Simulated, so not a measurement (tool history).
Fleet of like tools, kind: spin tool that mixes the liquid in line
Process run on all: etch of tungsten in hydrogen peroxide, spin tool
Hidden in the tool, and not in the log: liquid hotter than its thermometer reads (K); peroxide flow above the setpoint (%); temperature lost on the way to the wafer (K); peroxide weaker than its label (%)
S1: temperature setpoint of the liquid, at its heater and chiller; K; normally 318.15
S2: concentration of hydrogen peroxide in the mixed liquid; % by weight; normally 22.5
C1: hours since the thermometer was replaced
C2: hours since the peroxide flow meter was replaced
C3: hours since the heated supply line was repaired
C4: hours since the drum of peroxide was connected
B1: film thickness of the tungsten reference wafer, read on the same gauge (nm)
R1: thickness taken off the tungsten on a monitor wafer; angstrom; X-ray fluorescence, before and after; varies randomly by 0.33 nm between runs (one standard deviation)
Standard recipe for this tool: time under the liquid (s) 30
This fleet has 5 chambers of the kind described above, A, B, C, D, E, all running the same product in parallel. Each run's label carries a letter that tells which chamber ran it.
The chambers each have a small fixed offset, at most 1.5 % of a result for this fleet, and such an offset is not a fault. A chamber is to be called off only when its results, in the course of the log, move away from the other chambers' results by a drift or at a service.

{"run": "1B", "hour": 4.1, "S1": 318.15, "S2": 22.5, "time under the liquid (s)": 30, "C1": 821.7, "C2": 53.2, "C3": 1054, "C4": 97.4, "B1": 59.975, "R1": 368.65}
{"run": "2A", "hour": 8.0, "S1": 318.15, "S2": 22.5, "time under the liquid (s)": 30, "C1": 903.9, "C2": 1077.3, "C3": 731.3, "C4": 138.5, "B1": 59.987, "R1": 372.08}
{"run": "3C", "hour": 12.9, "S1": 318.15, "S2": 22.5, "time under the liquid (s)": 30, "C1": 726.1, "C2": 310.8, "C3": 336.9, "C4": 917.8, "B1": 59.995, "R1": 377.03}
{"run": "4E", "hour": 17.5, "S1": 318.15, "S2": 22.5, "time under the liquid (s)": 30, "C1": 1224.3, "C2": 1428.3, "C3": 77.1, "C4": 644.6, "B1": 59.972, "R1": 377.47}
{"run": "5D", "hour": 21.0, "S1": 311.15, "S2": 22.5, "time under the liquid (s)": 20, "C1": 2079.1, "C2": 1103.3, "C3": 204, "C4": 1111.9, "B1": 60.015, "R1": 156.75}
{"run": "6A", "hour": 26.1, "S1": 311.15, "S2": 22.5, "time under the liquid (s)": 20, "C1": 922, "C2": 1095.4, "C3": 749.4, "C4": 156.6, "B1": 59.992, "R1": 159.59}
{"run": "7C", "hour": 28.8, "S1": 311.15, "S2": 22.5, "time under the liquid (s)": 20, "C1": 742, "C2": 326.7, "C3": 352.8, "C4": 933.7, "B1": 59.973, "R1": 155.94}
{"run": "8E", "hour": 33.7, "S1": 311.15, "S2": 22.5, "time under the liquid (s)": 20, "C1": 1240.5, "C2": 1444.5, "C3": 93.3, "C4": 660.8, "B1": 59.998, "R1": 158.6}
{"run": "9B", "hour": 38.3, "S1": 311.15, "S2": 22.5, "time under the liquid (s)": 20, "C1": 855.9, "C2": 87.4, "C3": 1088.2, "C4": 131.6, "B1": 59.992, "R1": 155.53}
{"run": "10D", "hour": 41.7, "S1": 309.65, "S2": 18, "time under the liquid (s)": 30, "C1": 2099.8, "C2": 1124, "C3": 224.7, "C4": 1132.6, "B1": 59.975, "R1": 189.87}
{"run": "11D", "hour": 46.8, "S1": 309.65, "S2": 18, "time under the liquid (s)": 30, "C1": 2104.9, "C2": 1129.1, "C3": 229.8, "C4": 1137.7, "B1": 60, "R1": 191.98}
{"run": "12C", "hour": 51.0, "S1": 309.65, "S2": 18, "time under the liquid (s)": 30, "C1": 764.2, "C2": 348.9, "C3": 375, "C4": 955.9, "B1": 59.995, "R1": 190.55}
{"run": "13A", "hour": 54.2, "S1": 309.65, "S2": 18, "time under the liquid (s)": 30, "C1": 950.1, "C2": 1123.5, "C3": 777.5, "C4": 184.7, "B1": 60.009, "R1": 194.31}
{"run": "14B", "hour": 58.4, "S1": 309.65, "S2": 18, "time under the liquid (s)": 30, "C1": 876, "C2": 107.5, "C3": 1108.3, "C4": 151.7, "B1": 59.969, "R1": 189.63}
{"run": "15E", "hour": 61.8, "S1": 311.15, "S2": 19, "time under the liquid (s)": 30, "C1": 1268.6, "C2": 1472.6, "C3": 121.4, "C4": 688.9, "B1": 60.017, "R1": 220.42}
{"hour": 62.1, "done": "chamber C: new drum of peroxide connected"}
{"run": "16A", "hour": 64.9, "S1": 311.15, "S2": 19, "time under the liquid (s)": 30, "C1": 960.8, "C2": 1134.2, "C3": 788.2, "C4": 195.4, "B1": 59.995, "R1": 220.17}
{"run": "17B", "hour": 69.9, "S1": 311.15, "S2": 19, "time under the liquid (s)": 30, "C1": 887.5, "C2": 119, "C3": 1119.8, "C4": 163.2, "B1": 59.978, "R1": 216.91}
{"run": "18D", "hour": 73.3, "S1": 311.15, "S2": 19, "time under the liquid (s)": 30, "C1": 2131.4, "C2": 1155.6, "C3": 256.3, "C4": 1164.2, "B1": 60.01, "R1": 218.03}
{"run": "19C", "hour": 78.1, "S1": 311.15, "S2": 19, "time under the liquid (s)": 30, "C1": 791.3, "C2": 376, "C3": 402.1, "C4": 16, "B1": 59.995, "R1": 214.34}
{"run": "20E", "hour": 81.6, "S1": 318.15, "S2": 22.5, "time under the liquid (s)": 30, "C1": 1288.4, "C2": 1492.4, "C3": 141.2, "C4": 708.7, "B1": 60.019, "R1": 371.83}
{"run": "21B", "hour": 85.9, "S1": 318.15, "S2": 22.5, "time under the liquid (s)": 30, "C1": 903.5, "C2": 135, "C3": 1135.8, "C4": 179.2, "B1": 59.984, "R1": 368.14}
{"run": "22D", "hour": 90.5, "S1": 318.15, "S2": 22.5, "time under the liquid (s)": 30, "C1": 2148.6, "C2": 1172.8, "C3": 273.5, "C4": 1181.4, "B1": 60.002, "R1": 376.44}
{"run": "23E", "hour": 95.1, "S1": 324.65, "S2": 22.5, "time under the liquid (s)": 30, "C1": 1301.9, "C2": 1505.9, "C3": 154.7, "C4": 722.2, "B1": 60.001, "R1": 552.78}
{"run": "24C", "hour": 97.5, "S1": 324.65, "S2": 22.5, "time under the liquid (s)": 30, "C1": 810.7, "C2": 395.4, "C3": 421.5, "C4": 35.4, "B1": 60.008, "R1": 556.85}
{"run": "25A", "hour": 100.6, "S1": 324.65, "S2": 22.5, "time under the liquid (s)": 30, "C1": 996.5, "C2": 1169.9, "C3": 823.9, "C4": 231.1, "B1": 59.996, "R1": 551.23}
{"run": "26B", "hour": 105.7, "S1": 324.65, "S2": 22.5, "time under the liquid (s)": 30, "C1": 923.3, "C2": 154.8, "C3": 1155.6, "C4": 199, "B1": 59.996, "R1": 557.87}
{"run": "27A", "hour": 108.0, "S1": 324.65, "S2": 22.5, "time under the liquid (s)": 30, "C1": 1003.9, "C2": 1177.3, "C3": 831.3, "C4": 238.5, "B1": 59.992, "R1": 557.93}
{"run": "28C", "hour": 111.0, "S1": 318.15, "S2": 22.5, "time under the liquid (s)": 30, "C1": 824.2, "C2": 408.9, "C3": 435, "C4": 48.9, "B1": 60.005, "R1": 369.51}
{"run": "29D", "hour": 113.5, "S1": 318.15, "S2": 22.5, "time under the liquid (s)": 30, "C1": 2171.6, "C2": 1195.8, "C3": 296.5, "C4": 1204.4, "B1": 60.001, "R1": 370.19}
{"run": "30E", "hour": 116.4, "S1": 318.15, "S2": 22.5, "time under the liquid (s)": 30, "C1": 1323.2, "C2": 1527.2, "C3": 176, "C4": 743.5, "B1": 59.977, "R1": 371.37}
{"run": "31E", "hour": 118.6, "S1": 318.15, "S2": 22.5, "time under the liquid (s)": 30, "C1": 1325.4, "C2": 1529.4, "C3": 178.2, "C4": 745.7, "B1": 60, "R1": 368.9}
{"run": "32C", "hour": 123.4, "S1": 318.15, "S2": 22.5, "time under the liquid (s)": 30, "C1": 836.6, "C2": 421.3, "C3": 447.4, "C4": 61.3, "B1": 60.002, "R1": 373.15}
{"run": "33B", "hour": 127.8, "S1": 318.15, "S2": 22.5, "time under the liquid (s)": 30, "C1": 945.4, "C2": 176.9, "C3": 1177.7, "C4": 221.1, "B1": 60.003, "R1": 362.89}

One chamber off, gauge drift, or nothing amiss beyond the chambers' own small offsets? If it is a chamber, which one, and what is the likeliest cause?

Neither any chamber nor the gauge drifts; the chambers differ only by their own small, steady offsets.

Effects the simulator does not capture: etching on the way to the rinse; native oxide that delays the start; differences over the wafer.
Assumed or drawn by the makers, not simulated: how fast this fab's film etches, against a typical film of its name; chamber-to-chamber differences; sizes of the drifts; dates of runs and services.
